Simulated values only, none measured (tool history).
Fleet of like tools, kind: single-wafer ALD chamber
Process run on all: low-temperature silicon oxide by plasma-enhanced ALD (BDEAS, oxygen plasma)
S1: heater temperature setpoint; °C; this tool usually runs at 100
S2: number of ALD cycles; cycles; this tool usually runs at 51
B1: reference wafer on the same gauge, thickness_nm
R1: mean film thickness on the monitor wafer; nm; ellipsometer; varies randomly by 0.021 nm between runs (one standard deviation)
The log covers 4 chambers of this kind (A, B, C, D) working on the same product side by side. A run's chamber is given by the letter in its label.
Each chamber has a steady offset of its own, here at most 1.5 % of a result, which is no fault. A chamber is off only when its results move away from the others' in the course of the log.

run,hour,S1,S2,B1,R1
1D,3.9,100,51,6.7556,7.3148
2C,8.8,100,51,6.7462,7.3036
3B,13,100,51,6.7496,7.2084
4A,17.2,100,51,6.7508,7.2028
5B,23,100,51,6.7512,7.1994
6D,27.9,100,51,6.7504,7.3259
7A,32.1,100,51,6.7508,7.1921
8C,37.7,100,51,6.7463,7.2747
9A,43.3,100,51,6.7504,7.1979
10B,48.9,100,51,6.7526,7.2121
11D,53.2,100,51,6.7522,7.3038
12C,57.6,109,60,6.7494,8.4478
13A,61.2,109,60,6.7477,8.3081
14D,68.2,109,60,6.7504,8.4653
15C,75.8,109,60,6.7545,8.4288
16B,83.5,100,51,6.7483,7.2179
17B,88,112,58,6.7493,8.0528
18C,94.9,112,58,6.7479,8.101
19A,102.1,112,58,6.749,7.9926
20D,105.5,112,58,6.7518,8.1852
21D,110.6,100,51,6.7548,7.3088
22C,117,100,51,6.756,7.2824
23A,122.8,100,51,6.7455,7.1801
24B,126.3,100,51,6.7508,7.1863
25A,129.9,100,51,6.7507,7.1968
26B,134.4,94,43,6.7495,6.1866
27C,140.6,94,43,6.7548,6.2678
28D,145,94,43,6.7499,6.2629
29C,149.8,94,43,6.7509,6.265
30A,157.4,100,58,6.7539,8.1776
31D,165.1,100,58,6.7514,8.3467
32B,171,100,58,6.7512,8.1178
33D,176.7,100,58,6.7502,8.3278
34A,180.5,100,51,6.7565,7.1672
35B,187.9,100,51,6.7549,7.2102
36C,194.3,100,51,6.7526,7.2724
37C,200.4,100,51,6.752,7.2904
38D,206.5,100,51,6.7462,7.3637
39B,211,100,51,6.7522,7.1812
40A,218.6,100,51,6.7499,7.1494
41A,222.2,100,51,6.7477,7.1894
42D,226,105,54,6.7493,7.6529
43B,230.1,105,54,6.7481,7.5515

For the next run the whole fleet of 4 chambers uses the same settings. Give each chamber's results:
44A,235.7,93,51,,?
44B,235.7,93,51,,?
44C,235.7,93,51,,?
44D,235.7,93,51,,?

run,R1
44A,7.3378
44B,7.3734
44C,7.4495
44D,7.4907
